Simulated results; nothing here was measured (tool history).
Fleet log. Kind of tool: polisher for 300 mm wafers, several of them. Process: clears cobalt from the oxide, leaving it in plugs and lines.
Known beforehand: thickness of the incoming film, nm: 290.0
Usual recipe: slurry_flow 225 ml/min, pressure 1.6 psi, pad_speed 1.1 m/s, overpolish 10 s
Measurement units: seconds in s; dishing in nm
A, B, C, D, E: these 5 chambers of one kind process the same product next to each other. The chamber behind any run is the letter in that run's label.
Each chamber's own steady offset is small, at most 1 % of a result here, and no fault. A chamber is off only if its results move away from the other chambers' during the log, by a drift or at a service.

| run | hour | slurry_flow | pressure | pad_speed | overpolish | wafers polished on this pad | hours since the slurry nozzle was cleaned | hours since the head pressure was calibrated | seconds | dishing |
|---|---|---|---|---|---|---|---|---|---|---|
| 1E | 5.7 | 225 | 1.6 | 1.1 | 10 | 973 | 457.6 | 79.1 | 60.169 | 35.826 |
| 2A | 12.6 | 225 | 1.6 | 1.1 | 10 | 594 | 113 | 380.6 | 61.192 | 34.44 |
|  | 13.1 | chamber B: worn pad replaced by a new one |
|  | 13.4 | chamber E: worn pad replaced by a new one |
| 3B | 19 | 225 | 1.6 | 1.1 | 10 | 73 | 229.9 | 840.9 | 60.125 | 36.146 |
| 4D | 23.1 | 225 | 1.6 | 1.1 | 10 | 390 | 90.4 | 145.8 | 61.031 | 34.575 |
| 5C | 27 | 195 | 1.6 | 1.1 | 10 | 337 | 209.1 | 716.4 | 62.44 | 34.812 |
| 6B | 34.4 | 195 | 1.6 | 1.1 | 10 | 263 | 245.3 | 856.3 | 62.999 | 34.77 |
| 7E | 41.2 | 195 | 1.6 | 1.1 | 10 | 342 | 493.1 | 114.6 | 62.104 | 34.778 |
| 8C | 44.9 | 195 | 1.6 | 1.1 | 10 | 557 | 227 | 734.3 | 63.473 | 35.319 |
|  | 47.3 | chamber A: worn pad replaced by a new one |
| 9D | 49.4 | 195 | 1.6 | 1.1 | 10 | 715 | 116.7 | 172.1 | 62.236 | 34.539 |
| 10A | 57 | 225 | 1.6 | 1.1 | 10 | 120 | 157.4 | 425 | 60.616 | 35.859 |
| 11A | 61.7 | 225 | 1.6 | 1.1 | 10 | 178 | 162.1 | 429.7 | 60.846 | 34.876 |
| 12B | 67.9 | 225 | 1.6 | 1.1 | 10 | 676 | 278.8 | 889.8 | 62.377 | 35.422 |
| 13C | 73.3 | 225 | 1.6 | 1.1 | 10 | 907 | 255.4 | 762.7 | 61.017 | 35.869 |
|  | 75.8 | chamber C: worn pad replaced by a new one |
|  | 79.9 | chamber B: worn pad replaced by a new one |
| 14E | 80 | 225 | 1.4 | 1.44 | 10 | 821 | 531.9 | 153.4 | 52.941 | 37.562 |
|  | 82.4 | chamber E: worn pad replaced by a new one |
| 15D | 84.2 | 225 | 1.4 | 1.44 | 10 | 1144 | 151.5 | 206.9 | 52.987 | 38.216 |
| 16B | 89.9 | 225 | 1.4 | 1.44 | 10 | 123 | 300.8 | 911.8 | 54.162 | 38.363 |
| 17D | 93.8 | 225 | 1.4 | 1.44 | 10 | 1262 | 161.1 | 216.5 | 51.954 | 39.855 |
| 18C | 97.7 | 225 | 1.4 | 1.44 | 10 | 270 | 279.8 | 787.1 | 53.402 | 40.168 |
| 19A | 103.7 | 225 | 1.6 | 1.1 | 10 | 695 | 204.1 | 471.7 | 61.843 | 33.761 |
|  | 104 | chamber B: slurry nozzle cleaned |
| 20E | 110.4 | 225 | 1.6 | 1.1 | 10 | 345 | 562.3 | 183.8 | 60.697 | 35.75 |
|  | 113.2 | chamber D: worn pad replaced by a new one |
| 21B | 114 | 225 | 1.6 | 1.1 | 10 | 420 | 10 | 935.9 | 61.959 | 34.228 |
| 22A | 117.5 | 225 | 1.6 | 1.1 | 10 | 866 | 217.9 | 485.5 | 62.25 | 35.753 |
| 23D | 125.1 | 225 | 1.6 | 1.1 | 10 | 147 | 192.4 | 247.8 | 61.385 | 36.332 |
|  | 126.3 | chamber A: worn pad replaced by a new one |
| 24E | 131.2 | 225 | 1.6 | 1.1 | 10 | 602 | 583.1 | 204.6 | 63.404 | 37.319 |
| 25C | 137.2 | 225 | 1.9 | 1.1 | 15 | 757 | 319.3 | 826.6 | 52.862 | 51.065 |
|  | 138.3 | chamber C: worn pad replaced by a new one |
| 26A | 143.3 | 225 | 1.9 | 1.1 | 15 | 210 | 243.7 | 511.3 | 50.517 | 51.752 |
|  | 143.7 | chamber B: worn pad replaced by a new one |
| 27E | 150.3 | 225 | 1.9 | 1.1 | 15 | 837 | 602.2 | 223.7 | 50.706 | 52.227 |
| 28B | 157.6 | 225 | 1.9 | 1.1 | 15 | 172 | 53.6 | 979.5 | 50.827 | 53.733 |
|  | 162.2 | chamber E: worn pad replaced by a new one |
| 29C | 164.9 | 225 | 1.9 | 1.1 | 15 | 328 | 347 | 854.3 | 51.498 | 51.788 |
| 30D | 169.6 | 225 | 1.6 | 1.1 | 10 | 696 | 236.9 | 292.3 | 61.084 | 35.549 |
|  | 171.9 | chamber A: head pressure recalibrated |
| 31A | 173.6 | 225 | 1.6 | 1.1 | 10 | 584 | 274 | 1.8 | 60.995 | 35.904 |
| 32C | 180.1 | 225 | 1.6 | 1.1 | 10 | 516 | 362.2 | 869.5 | 61.635 | 35.198 |
| 33E | 185.4 | 225 | 1.6 | 1.1 | 10 | 286 | 637.3 | 258.8 | 60.038 | 35.654 |

Each of the 5 chambers runs these same settings next. Fill in every chamber's results:
| 34A | 191 | 225 | 1.6 | 1.1 | 10 |  |  |  | ? | ? |
| 34B | 191 | 225 | 1.6 | 1.1 | 10 |  |  |  | ? | ? |
| 34C | 191 | 225 | 1.6 | 1.1 | 10 |  |  |  | ? | ? |
| 34D | 191 | 225 | 1.6 | 1.1 | 10 |  |  |  | ? | ? |
| 34E | 191 | 225 | 1.6 | 1.1 | 10 |  |  |  | ? | ? |

| run | seconds | dishing |
|---|---|---|
| 34A | 60.241 | 35.509 |
| 34B | 60.14 | 35.272 |
| 34C | 60.132 | 35.707 |
| 34D | 60.986 | 36.534 |
| 34E | 60.313 | 35.66 |
